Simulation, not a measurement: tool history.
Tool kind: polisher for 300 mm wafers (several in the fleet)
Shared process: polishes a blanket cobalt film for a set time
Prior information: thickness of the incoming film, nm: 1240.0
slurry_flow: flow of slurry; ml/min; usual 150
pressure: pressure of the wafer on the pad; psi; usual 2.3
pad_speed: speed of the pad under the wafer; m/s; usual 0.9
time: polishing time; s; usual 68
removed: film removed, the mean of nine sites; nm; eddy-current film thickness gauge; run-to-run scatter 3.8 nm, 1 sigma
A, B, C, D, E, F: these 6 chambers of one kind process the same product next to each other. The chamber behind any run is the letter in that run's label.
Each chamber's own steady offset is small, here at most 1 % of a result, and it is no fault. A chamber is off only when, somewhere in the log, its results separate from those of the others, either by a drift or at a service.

| run | day | slurry_flow | pressure | pad_speed | time | wafers polished on this pad | hours since the slurry nozzle was cleaned | hours since the head pressure was calibrated | removed |
|---|---|---|---|---|---|---|---|---|---|
| 1E | 0.204 | 150 | 2.3 | 0.9 | 68 | 87 | 609.1 | 408.7 | 309.62 |
| 2A | 0.538 | 150 | 2.3 | 0.9 | 68 | 974 | 14 | 703.7 | 308.35 |
|  | 0.571 | chamber A: worn pad replaced by a new one |
| 3B | 0.788 | 150 | 2.3 | 0.9 | 68 | 1022 | 224 | 393.7 | 315.27 |
|  | 0.979 | chamber C: worn pad replaced by a new one |
| 4C | 1.121 | 150 | 2.3 | 0.9 | 68 | 44 | 56.4 | 458.9 | 313.17 |
|  | 1.158 | chamber F: worn pad replaced by a new one |
| 5D | 1.517 | 150 | 2.3 | 0.9 | 68 | 541 | 791.8 | 344.1 | 309.89 |
| 6F | 1.896 | 150 | 2.3 | 0.9 | 68 | 226 | 187.9 | 629.9 | 313.93 |
|  | 1.988 | chamber E: head pressure recalibrated |
| 7E | 2.238 | 150 | 2.3 | 0.9 | 68 | 712 | 657.9 | 6 | 311.37 |
|  | 2.588 | chamber D: slurry nozzle cleaned |
| 8C | 2.588 | 150 | 2.3 | 0.9 | 68 | 495 | 91.6 | 494.1 | 311.1 |
|  | 2.617 | chamber D: worn pad replaced by a new one |
| 9A | 2.779 | 150 | 2.3 | 0.9 | 68 | 679 | 67.8 | 757.5 | 310.6 |
| 10F | 3.1 | 150 | 2.3 | 0.9 | 68 | 596 | 216.8 | 658.8 | 309.31 |
|  | 3.362 | chamber A: head pressure recalibrated |
|  | 3.446 | chamber C: worn pad replaced by a new one |
| 11D | 3.512 | 150 | 2.3 | 0.66 | 68 | 276 | 22.2 | 392 | 222.43 |
|  | 3.608 | chamber F: worn pad replaced by a new one |
| 12B | 3.867 | 150 | 2.3 | 0.66 | 68 | 1968 | 297.9 | 467.6 | 224.95 |
|  | 3.908 | chamber E: worn pad replaced by a new one |
| 13E | 4.183 | 150 | 2.3 | 0.66 | 68 | 85 | 704.6 | 52.7 | 224.92 |
|  | 4.325 | chamber A: worn pad replaced by a new one |
| 14A | 4.546 | 150 | 2.3 | 0.66 | 68 | 68 | 110.2 | 28.4 | 231.58 |
|  | 4.679 | chamber E: slurry nozzle cleaned |
| 15F | 4.775 | 150 | 2.3 | 0.66 | 68 | 358 | 257 | 699 | 224.36 |
|  | 5.075 | chamber D: worn pad replaced by a new one |
| 16D | 5.138 | 150 | 2.3 | 0.66 | 68 | 19 | 61.2 | 431 | 227.45 |
| 17B | 5.433 | 150 | 2.3 | 0.9 | 68 | 2450 | 335.5 | 505.2 | 300.88 |
|  | 5.562 | chamber F: slurry nozzle cleaned |
| 18C | 5.7 | 150 | 2.3 | 0.9 | 68 | 693 | 166.3 | 568.8 | 312.89 |
|  | 6.038 | chamber C: worn pad replaced by a new one |
| 19E | 6.046 | 150 | 2.3 | 0.9 | 68 | 658 | 32.9 | 97.4 | 313.17 |
|  | 6.079 | chamber F: worn pad replaced by a new one |
| 20C | 6.238 | 135 | 2.3 | 0.9 | 91 | 62 | 179.2 | 581.7 | 410.63 |
| 21D | 6.554 | 135 | 2.3 | 0.9 | 91 | 454 | 95.2 | 465 | 409.53 |
| 22B | 6.862 | 135 | 2.3 | 0.9 | 91 | 2889 | 369.8 | 539.5 | 392.73 |
| 23F | 7.062 | 135 | 2.3 | 0.9 | 91 | 302 | 36.1 | 753.9 | 417.8 |
| 24A | 7.279 | 135 | 2.3 | 0.9 | 91 | 908 | 175.8 | 94 | 407.12 |
|  | 7.412 | chamber D: worn pad replaced by a new one |
| 25C | 7.583 | 135 | 2.3 | 0.9 | 91 | 475 | 211.5 | 614 | 407.83 |
| 26E | 7.767 | 150 | 2.3 | 0.9 | 68 | 1187 | 74.2 | 138.7 | 306.45 |
|  | 7.925 | chamber E: worn pad replaced by a new one |
|  | 7.992 | chamber A: worn pad replaced by a new one |
| 27D | 8.083 | 150 | 2.3 | 0.9 | 68 | 206 | 131.9 | 501.7 | 312.8 |
|  | 8.408 | chamber C: worn pad replaced by a new one |
| 28B | 8.408 | 150 | 2.3 | 0.9 | 68 | 3364 | 406.9 | 576.6 | 295.61 |
|  | 8.483 | chamber F: worn pad replaced by a new one |
| 29A | 8.821 | 150 | 2.3 | 0.9 | 68 | 255 | 212.8 | 131 | 315.8 |
|  | 8.967 | chamber C: slurry nozzle cleaned |
| 30F | 9.029 | 150 | 2.3 | 0.9 | 68 | 168 | 83.3 | 801.1 | 319.11 |
| 31D | 9.4 | 150 | 2.3 | 0.9 | 68 | 611 | 163.5 | 533.3 | 310.85 |
| 32E | 9.771 | 150 | 2.3 | 0.9 | 68 | 567 | 122.3 | 186.8 | 307.27 |
| 33B | 10.112 | 150 | 2.3 | 0.9 | 68 | 3888 | 447.8 | 617.5 | 296.17 |
|  | 10.204 | chamber F: head pressure recalibrated |
| 34C | 10.308 | 150 | 2.3 | 0.9 | 68 | 584 | 32.2 | 679.4 | 308.18 |
| 35F | 10.496 | 150 | 2.3 | 0.9 | 68 | 618 | 118.5 | 7 | 312.2 |
| 36A | 10.912 | 150 | 2.3 | 0.9 | 53 | 898 | 263 | 181.2 | 244.56 |
|  | 11.058 | chamber F: worn pad replaced by a new one |
| 37F | 11.188 | 150 | 2.3 | 0.9 | 53 | 40 | 135.1 | 23.6 | 244.01 |

Decide between three cases: one chamber stands off from its peers, the gauge reading all wafers drifts, or nothing is wrong past each chamber's small offset. Where a chamber is off, say which and what most likely put it there.

Little by little, chamber B moves away from the other chambers.
Likeliest cause: removal rate lost through wear of the pad, % = 7.24.
It could be hard to tell apart here from: slurry flow missing at the pad, %; head's pressure below its setpoint, %.

Which of the 4 candidates below, each the usual settings with something changed and its results left as question marks, puts chamber B back in line with what the other chambers give on the usual settings?
A result is in line if it is within this distance of the other chambers' mean on the usual settings: removed 13 nm
| 38B-1 | 11.483 | 150 | 2.3 | 0.9 | 60 |  |  |  | ? |
| 38B-2 | 11.483 | 150 | 2.3 | 0.88 | 66 |  |  |  | ? |
| 38B-3 | 11.483 | 150 | 2.4 | 0.94 | 71 |  |  |  | ? |
| 38B-4 | 11.483 | 150 | 2.3 | 0.96 | 68 |  |  |  | ? |

On the usual settings, the other chambers give on average: removed 311.26 nm
| run | removed |
|---|---|
| 38B-1 | 257.92 |
| 38B-2 | 277.32 |
| 38B-3 | 332.92 |
| 38B-4 | 312.09 |
The answer is 38B-4, which returns the chamber to within the allowed miss of the others.
